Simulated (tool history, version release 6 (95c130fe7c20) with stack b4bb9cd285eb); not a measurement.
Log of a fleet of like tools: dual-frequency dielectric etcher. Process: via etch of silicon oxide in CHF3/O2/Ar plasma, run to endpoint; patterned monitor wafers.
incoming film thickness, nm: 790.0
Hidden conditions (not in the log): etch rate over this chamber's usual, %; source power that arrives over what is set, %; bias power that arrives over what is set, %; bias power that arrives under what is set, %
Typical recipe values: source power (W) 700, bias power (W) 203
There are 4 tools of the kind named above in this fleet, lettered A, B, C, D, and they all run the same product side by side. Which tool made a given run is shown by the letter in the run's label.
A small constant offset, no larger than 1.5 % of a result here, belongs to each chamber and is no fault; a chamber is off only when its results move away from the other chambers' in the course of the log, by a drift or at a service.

run	hour	source power (W)	bias power (W)	hours since the last wet clean	hours since the last source power generator calibration	hours since the last bias power generator calibration	endpoint time (s)
# hour 1.3: chamber C: wet clean of the chamber
1B	5.6	700	203	265.7	1041.8	101.9	357.26
2A	14.6	700	203	173.0	3427.4	126.4	358.16
3C	24.1	700	203	22.8	414.5	1539.2	365.67
# hour 25.4: chamber C: bias power generator calibrated
4D	32.4	700	203	355.3	2415.1	1637.8	358.45
5D	40.1	700	203	363.0	2422.8	1645.5	364.35
6C	48.7	700	203	47.4	439.1	23.3	364.79
7B	58.3	700	203	318.4	1094.5	154.6	357.49
# hour 58.9: chamber D: wet clean of the chamber
8A	65.3	700	203	223.7	3478.1	177.1	353.21
9C	75.0	700	203	73.7	465.4	49.6	365.04
# hour 77.3: chamber D: bias power generator calibrated
10A	79.6	650	169	238.0	3492.4	191.4	383.74
11B	87.0	650	169	347.1	1123.2	183.3	393.83
12D	96.9	650	169	38.0	2479.6	19.7	397.30
13C	105.8	650	169	104.5	496.2	80.4	396.28
14D	113.1	700	203	54.2	2495.8	35.9	359.93
15B	121.9	700	203	382.0	1158.1	218.2	357.70
16A	128.9	700	203	287.3	3541.7	240.7	355.94
17A	138.4	700	203	296.8	3551.2	250.2	353.94
18D	144.7	700	203	85.8	2527.4	67.5	352.94
19B	154.0	700	203	414.1	1190.2	250.3	357.56
20C	162.6	800	240	161.3	553.0	137.2	325.52
21B	170.0	800	240	430.1	1206.2	266.3	317.84
22D	178.1	800	240	119.2	2560.8	100.9	326.24
# hour 181.3: chamber B: wet clean of the chamber
23C	187.6	800	240	186.3	578.0	162.2	329.54
24A	196.1	700	203	354.5	3608.9	307.9	356.11
25C	202.7	700	203	201.4	593.1	177.3	359.11
26D	208.3	620	241	149.4	2591.0	131.1	358.21
27A	213.7	620	241	372.1	3626.5	325.5	347.05
28B	219.3	620	241	38.0	1255.5	315.6	351.62
29C	228.9	620	241	227.6	619.3	203.5	352.18
30B	237.2	700	203	55.9	1273.4	333.5	359.92
# hour 240.7: chamber A: wet clean of the chamber
31D	246.5	870	203	187.6	2629.2	169.3	330.03
32A	254.1	870	203	13.5	3666.9	365.9	332.95
33A	259.4	870	203	18.8	3672.2	371.2	327.07
34C	268.7	870	203	267.4	659.1	243.3	334.05
35B	278.3	700	203	97.0	1314.5	374.6	360.09
36D	288.3	700	203	229.4	2671.0	211.1	360.91
37D	294.4	700	203	235.5	2677.1	217.2	360.96
38C	304.1	700	203	302.8	694.5	278.7	360.13
39A	313.2	700	203	72.6	3726.0	425.0	351.62
40B	322.8	600	242	141.5	1359.0	419.1	352.52
41C	332.1	600	242	330.8	722.5	306.7	360.12
42B	341.0	600	242	159.7	1377.2	437.3	358.35
43D	348.8	600	242	289.9	2731.5	271.6	356.91
44A	354.1	700	203	113.5	3766.9	465.9	353.57

What goes on in this fleet: one chamber off, a drifting gauge, or nothing beyond the chambers' own small offsets? Name the chamber and the cause, if any.

The fleet is healthy, with each chamber sitting at its usual small offset and no drift in the gauge.
